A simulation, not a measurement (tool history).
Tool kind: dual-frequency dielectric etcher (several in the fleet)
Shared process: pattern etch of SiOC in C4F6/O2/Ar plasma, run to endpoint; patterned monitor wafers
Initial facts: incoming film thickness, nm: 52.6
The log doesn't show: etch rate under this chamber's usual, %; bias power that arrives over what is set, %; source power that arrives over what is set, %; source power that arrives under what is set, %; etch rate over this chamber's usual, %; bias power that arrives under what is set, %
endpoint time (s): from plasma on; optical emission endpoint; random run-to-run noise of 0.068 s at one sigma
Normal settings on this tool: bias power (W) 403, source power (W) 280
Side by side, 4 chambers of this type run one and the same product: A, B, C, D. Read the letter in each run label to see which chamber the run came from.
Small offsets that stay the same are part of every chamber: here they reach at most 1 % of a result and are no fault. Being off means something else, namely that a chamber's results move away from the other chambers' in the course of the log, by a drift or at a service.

run	hour	bias power (W)	source power (W)	hours since the last wet clean	hours since the last bias power generator calibration	hours since the last source power generator calibration	endpoint time (s)
1A	9.7	403	280	231.9	413.4	1714.2	21.894
2B	19.0	403	280	244.2	325.2	3288.7	22.113
3C	28.5	403	280	284.5	941.7	890.8	21.958
4D	41.5	403	280	351.1	586.1	2981.6	21.885
5B	47.5	403	280	272.7	353.7	3317.2	21.952
6A	60.5	403	280	282.7	464.2	1765.0	21.695
7D	70.1	321	240	379.7	614.7	3010.2	25.156
8C	83.6	321	240	339.6	996.8	945.9	25.135
# hour 87.2: chamber C: wet clean of the chamber
# hour 88.8: chamber A: source power generator calibrated
9B	94.5	321	240	319.7	400.7	3364.2	25.368
10D	103.2	321	240	412.8	647.8	3043.3	25.193
11C	114.6	403	280	27.5	1027.8	976.9	21.958
# hour 125.7: chamber A: wet clean of the chamber
12A	125.7	403	280	0.1	529.4	37.0	21.841
13A	132.6	338	230	7.0	536.3	43.9	25.176
14B	144.5	338	230	369.7	450.7	3414.2	25.342
15D	155.9	338	230	465.5	700.5	3096.0	25.080
16C	165.8	338	230	78.7	1079.0	1028.1	25.138
17A	179.1	403	280	53.5	582.8	90.4	21.776
18D	188.3	403	280	497.9	732.9	3128.4	21.885
19B	195.1	403	280	420.3	501.3	3464.8	22.132
# hour 197.4: chamber B: wet clean of the chamber
20C	204.6	403	280	117.5	1117.8	1066.9	21.865
21D	213.9	403	280	523.5	758.5	3154.0	21.859
22B	227.0	403	280	29.6	533.2	3496.7	22.946
23A	237.0	403	280	111.4	640.7	148.3	21.811
24C	245.0	403	280	157.9	1158.2	1107.3	21.920
25C	256.1	403	280	169.0	1169.3	1118.4	21.894
26B	265.4	403	280	68.0	571.6	3535.1	22.838
27A	275.4	403	280	149.8	679.1	186.7	21.770
28D	288.8	403	280	598.4	833.4	3228.9	21.950
29A	298.5	403	280	172.9	702.2	209.8	21.876
30B	305.8	403	280	108.4	612.0	3575.5	22.764
31C	317.1	403	280	230.0	1230.3	1179.4	21.858
32D	328.4	403	280	638.0	873.0	3268.5	21.993
33A	335.8	403	280	210.2	739.5	247.1	21.892
34C	349.0	403	280	261.9	1262.2	1211.3	21.980
35B	359.9	403	280	162.5	666.1	3629.6	22.748
36D	369.1	403	280	678.7	913.7	3309.2	21.857
# hour 376.1: chamber D: source power generator calibrated
37C	377.6	403	280	290.5	1290.8	1239.9	21.962
38D	385.7	403	280	695.3	930.3	9.7	21.831
39A	398.7	403	280	273.1	802.4	310.0	22.060
40B	404.8	403	280	207.4	711.0	3674.5	22.774
41C	415.8	403	280	328.7	1329.0	1278.1	21.963
# hour 416.1: chamber D: wet clean of the chamber
42B	421.9	403	280	224.5	728.1	3691.6	22.773
43D	434.2	403	280	18.2	978.8	58.2	21.723
44A	444.3	306	280	318.7	848.0	355.6	24.072

Does one chamber stand apart from the rest, does the shared gauge drift, or is all well apart from small per-chamber offsets? Give the chamber and the most likely cause, where there is one.

Chamber B came out of a service off from its peers and stayed that way.
Likeliest cause: etch rate under this chamber's usual, % = 3.15.

Which of the 4 candidates below, each the usual settings with something changed and its results left as question marks, puts chamber B back in line with what the other chambers give on the usual settings?
Counts as in line when no further than this from what the other chambers average on the usual settings: endpoint time (s) 0.240
45B-1	454.1	502	280				?
45B-2	454.1	358	280				?
45B-3	454.1	425	300				?
45B-4	454.1	357	250				?

The other chambers' mean on the usual settings: endpoint time (s) 21.882
run	endpoint time (s)
45B-1	21.017
45B-2	23.825
45B-3	21.816
45B-4	24.863
With 45B-3, the chamber falls back in line with the rest.
